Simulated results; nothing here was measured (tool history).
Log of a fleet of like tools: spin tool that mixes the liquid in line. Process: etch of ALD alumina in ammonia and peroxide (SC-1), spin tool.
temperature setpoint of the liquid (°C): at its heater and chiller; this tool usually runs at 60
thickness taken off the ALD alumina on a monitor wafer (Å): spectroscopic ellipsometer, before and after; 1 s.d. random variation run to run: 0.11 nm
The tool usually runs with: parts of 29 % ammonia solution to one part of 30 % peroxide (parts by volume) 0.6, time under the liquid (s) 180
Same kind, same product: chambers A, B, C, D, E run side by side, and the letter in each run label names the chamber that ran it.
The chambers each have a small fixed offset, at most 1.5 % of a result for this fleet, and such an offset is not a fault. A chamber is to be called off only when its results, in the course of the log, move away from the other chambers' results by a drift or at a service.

run	hour	temperature setpoint of the liquid (°C)	parts of 29 % ammonia solution to one part of 30 % peroxide (parts by volume)	time under the liquid (s)	read-back film thickness of the ALD alumina reference wafer, read on the same gauge (nm)	thickness taken off the ALD alumina on a monitor wafer (Å)
1C	7.9	60	0.6	180	89.982	175.16
2B	12.5	60	0.6	180	90.03	179.09
3D	17	60	0.6	180	89.988	175.39
4E	24.2	60	0.6	180	89.992	175.32
5A	30.8	60	0.6	180	89.985	174.42
6E	35.8	60	0.6	180	89.994	175.88
7B	40	50.5	0.75	180	89.998	112.42
# hour 43: chamber C: ammonia flow meter replaced
8D	47	50.5	0.75	180	90.016	108.4
9A	53.6	50.5	0.75	180	89.975	109.39
# hour 57.9: chamber D: ammonia flow meter replaced
10C	60.5	50.5	0.75	180	90.018	108.97
11B	68.5	50.5	0.75	180	89.997	113.33
12A	74.1	60	0.6	180	90.008	174.27
13E	78.2	60	0.6	145	89.974	142.77
14D	82.5	60	0.6	145	90.012	143.88
15C	88.8	60	0.6	145	90.03	142.01
# hour 95.1: chamber C: new drum of ammonia solution connected
16E	95.4	60	0.6	145	90.031	141.37
17A	103.6	60	0.6	145	89.985	141.13
18C	109.5	60	0.6	180	90.007	177.22
19D	113.4	60	0.6	180	89.996	174.94
20B	118.4	60	0.6	180	89.945	179.6
21A	124.5	60	0.6	115	90.004	112.33
22C	128.3	60	0.6	115	90.001	113.67
23D	135.1	60	0.6	115	89.999	110.18
24E	141.8	60	0.6	115	89.983	111.68
25B	149.8	60	0.6	115	90.009	114.05
26A	157.1	60	0.6	180	90.009	175.01
27E	162.3	60	0.6	180	90.018	176.49
28C	167.5	60	0.6	180	89.99	174.71
29D	171.4	60	0.6	180	89.979	171.72
30B	175.7	60	0.6	180	90.024	181.16
31D	182.3	60	0.6	180	89.966	170.3
32C	190.5	60	0.6	180	90.027	175.61
33A	195.7	60	0.6	180	90.041	175.11
34E	203.1	60	0.6	180	90.016	175.01
35B	207.2	60	0.6	180	89.971	180.39

Has any chamber moved away from the others, gradually or after a service, or does the common gauge drift, or do the chambers differ only by their own small steady offsets? State the chamber and the most likely cause if one applies.

Chamber D drifts away from the others.
What lies behind it: temperature lost on the way to the wafer (K) = 0.982.
It could be hard to tell apart here from: liquid colder than its thermometer reads (K).

Which of the 4 candidates below, each the usual settings with something changed and its results left as question marks, puts chamber D back in line with what the other chambers give on the usual settings?
In line means no further than this from the other chambers' mean on the usual settings: thickness taken off the ALD alumina on a monitor wafer (Å) 3.9
36D-1	213.2	61	0.6	180		?
36D-2	213.2	60	0.5	180		?
36D-3	213.2	60	0.7	180		?
36D-4	213.2	59	0.6	180		?

Average result of the remaining chambers running the usual settings: thickness taken off the ALD alumina on a monitor wafer (Å) 177.23
run	thickness taken off the ALD alumina on a monitor wafer (Å)
36D-1	176.88
36D-2	165.05
36D-3	170.38
36D-4	159.26
The answer is 36D-1, which returns the chamber to within the allowed miss of the others.
